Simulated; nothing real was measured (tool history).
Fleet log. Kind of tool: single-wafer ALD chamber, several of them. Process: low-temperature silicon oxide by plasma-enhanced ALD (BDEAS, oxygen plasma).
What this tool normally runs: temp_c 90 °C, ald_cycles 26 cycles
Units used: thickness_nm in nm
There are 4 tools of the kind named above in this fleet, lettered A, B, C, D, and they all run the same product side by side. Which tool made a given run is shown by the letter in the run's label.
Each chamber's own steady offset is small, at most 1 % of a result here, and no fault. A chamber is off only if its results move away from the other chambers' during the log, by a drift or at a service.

run,hour,temp_c,ald_cycles,hours since the last thermocouple change,"read-back reference wafer on the same gauge, thickness_nm",thickness_nm
1A,14.9,90,26,717.7,4.129,3.8221
2D,28.1,90,26,1050.7,4.13,3.8688
3B,37.7,90,26,2621.6,4.1285,3.8193
4C,49.4,90,26,687.2,4.1276,3.8617
5A,64.3,90,26,767.1,4.1257,3.8183
# hour 66.1: chamber B: thermocouple changed; heater temperature recalibrated
6D,71.4,90,26,1094,4.127,3.8645
7C,83.5,90,26,721.3,4.1255,3.8539
8B,92.6,90,26,26.6,4.1247,3.8035
9C,106.4,90,26,744.2,4.1249,3.8679
10D,117.8,90,26,1140.4,4.1253,3.8604
11B,128,99,30,62,4.1236,4.2493
12A,134.8,99,30,837.6,4.124,4.2601
13D,145.7,99,30,1168.3,4.1222,4.3146
14A,158.6,99,30,861.4,4.1235,4.2657
15C,167.6,90,26,805.4,4.1216,3.8565
16B,180.6,90,26,114.6,4.1209,3.7952
17D,191.1,90,26,1213.7,4.1214,3.8562
18C,199.2,90,26,837,4.1204,3.8519
19A,209.5,90,23,912.3,4.1206,3.3713
20B,217.7,90,23,151.7,4.1194,3.3582
21A,225.7,90,23,928.5,4.1182,3.366
22B,235.1,90,23,169.1,4.1184,3.3639
23D,249.1,90,26,1271.7,4.1179,3.8455
24C,262.1,90,26,899.9,4.1178,3.8505
25C,269.1,90,26,906.9,4.118,3.8491
26A,283.2,90,26,986,4.1164,3.7984
27D,296.3,90,26,1318.9,4.1159,3.8548
28B,303.7,90,26,237.7,4.1161,3.7965
29C,312.1,90,26,949.9,4.1148,3.8446
30A,322.8,90,26,1025.6,4.1151,3.809
31D,336,90,26,1358.6,4.1135,3.8549
32B,346.6,90,26,280.6,4.1139,3.791
33C,354.9,90,26,992.7,4.114,3.8468
34D,361.8,90,26,1384.4,4.1131,3.8554
35A,373.1,90,26,1075.9,4.1131,3.8017
# hour 381.1: chamber D: thermocouple changed; heater temperature recalibrated
36B,385.2,83,30,319.2,4.1124,4.4828
37A,396.5,83,30,1099.3,4.1112,4.4964
38C,411.4,83,30,1049.2,4.1099,4.5407
39D,423.1,83,30,42.1,4.1101,4.5475

Does one chamber stand apart from the rest, does the shared gauge drift, or is all well apart from small per-chamber offsets? Give the chamber and the most likely cause, where there is one.

Every chamber seems to shift together because the gauge that measures them all drifts; the chambers themselves are fine.
Likeliest cause: gauge reads low (%) = 0.498.

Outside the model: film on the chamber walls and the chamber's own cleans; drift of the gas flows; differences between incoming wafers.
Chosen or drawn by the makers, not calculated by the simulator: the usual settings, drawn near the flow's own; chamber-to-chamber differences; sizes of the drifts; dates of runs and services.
